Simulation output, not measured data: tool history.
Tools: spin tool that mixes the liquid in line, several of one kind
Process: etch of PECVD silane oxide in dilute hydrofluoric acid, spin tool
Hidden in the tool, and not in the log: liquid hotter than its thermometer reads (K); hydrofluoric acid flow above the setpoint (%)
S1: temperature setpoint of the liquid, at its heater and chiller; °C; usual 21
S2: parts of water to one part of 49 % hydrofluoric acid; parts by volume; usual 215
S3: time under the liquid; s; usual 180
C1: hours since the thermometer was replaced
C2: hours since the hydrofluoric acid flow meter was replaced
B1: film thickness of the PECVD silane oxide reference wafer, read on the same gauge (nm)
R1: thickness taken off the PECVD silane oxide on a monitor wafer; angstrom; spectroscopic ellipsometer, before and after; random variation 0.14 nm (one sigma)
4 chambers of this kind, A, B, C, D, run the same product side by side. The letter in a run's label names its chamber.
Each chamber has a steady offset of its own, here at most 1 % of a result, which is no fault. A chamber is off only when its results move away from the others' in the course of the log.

run	hour	S1	S2	S3	C1	C2	B1	R1
1A	8.6	21	215	180	530.8	148.6	139.99	161.55
2B	18.3	21	215	180	528.7	173.1	139.99	158.86
3D	27.5	21	215	180	1395.6	909.9	139.98	157.95
4C	38.1	21	215	180	241.6	546.9	139.95	162.12
5D	48.9	21	215	180	1417	931.3	140.03	158.02
6A	59.4	21	215	180	581.6	199.4	139.99	158.3
7B	66.9	21	215	180	577.3	221.7	140.01	159.7
# hour 75: chamber C: hydrofluoric acid flow meter replaced
8C	77.6	21	215	180	281.1	2.6	140.01	160.29
9B	84.2	24	215	225	594.6	239	140.03	220.01
10C	97.2	24	215	225	300.7	22.2	139.94	221.28
11A	110.1	24	215	225	632.3	250.1	140.01	225.72
12D	121.2	24	215	225	1489.3	1003.6	140.02	223.52
13B	131.9	21	215	180	642.3	286.7	140.02	160.04
14C	138.5	21	215	180	342	63.5	140.04	157.9
15A	150.3	21	215	180	672.5	290.3	139.99	157.85
16D	161.7	21	215	180	1529.8	1044.1	139.98	156.46
17A	171.6	21	215	180	693.8	311.6	139.97	160.62
18C	181.4	21	215	180	384.9	106.4	139.96	159.92
19D	190.7	21	215	180	1558.8	1073.1	139.98	154.54
20B	198.5	21	215	180	708.9	353.3	139.98	158.41
21A	211.4	21	215	180	733.6	351.4	139.97	159.53
22B	222.9	21	215	180	733.3	377.7	140.01	159.51
23C	232.2	21	215	180	435.7	157.2	140.02	157.75
24D	242.8	21	115	275	1610.9	1125.2	139.98	503.88
25C	253.7	21	115	275	457.2	178.7	140	489.48
# hour 256.4: chamber A: thermometer replaced
26A	262.8	21	115	275	6.4	402.8	139.99	500.43
27D	271.3	21	115	275	1639.4	1153.7	140.02	518.24
28B	284.2	21	215	180	794.6	439	139.99	158.54
29D	295.3	21	215	180	1663.4	1177.7	139.93	164.94
30C	302.8	21	215	180	506.3	227.8	140	157.57
31B	308.8	21	215	180	819.2	463.6	139.99	156.19
32A	316	21	215	180	59.6	456	139.99	160.29
33B	328.4	21	215	180	838.8	483.2	139.99	158.37
34C	341.5	21	215	180	545	266.5	140	157.39
35D	353.1	21	215	180	1721.2	1235.5	139.99	170.55
36A	362.3	21	215	180	105.9	502.3	140.06	157.63
37C	371	21	215	180	574.5	296	140.02	154.92
38B	380.1	21	215	180	890.5	534.9	140.03	157.15
39A	393	21	215	180	136.6	533	139.96	161.23
40D	405.2	19	110	180	1773.3	1287.6	140	342.86
41A	413	19	110	180	156.6	553	140.01	319.12
42B	423	19	110	180	933.4	577.8	140.04	320.03
43C	430.9	19	110	180	634.4	355.9	140.01	312.29
44D	444	21	215	180	1812.1	1326.4	139.98	177.23

What goes on in this fleet: one chamber off, a drifting gauge, or nothing beyond the chambers' own small offsets? Name the chamber and the cause, if any.

Chamber D drifts away from the others.
Cause: hydrofluoric acid flow above the setpoint (%) = 9.93.
The log may not tell that from: liquid hotter than its thermometer reads (K).

Here are 4 candidates for chamber D's next run, each the usual settings with a change, their results left as question marks. Which one brings its results back in line with what the others give on the usual settings?
In line means no further than this from the other chambers' mean on the usual settings: R1 4.9 angstrom
45D-1	453.4	21	205	180				?
45D-2	453.4	21	225	180				?
45D-3	453.4	21	205	190				?
45D-4	453.4	18	215	180				?

The other chambers' mean on the usual settings: R1 158.45 angstrom
run	R1
45D-1	186.75
45D-2	167.33
45D-3	197.13
45D-4	157.01
45D-4 brings the chamber back in line.
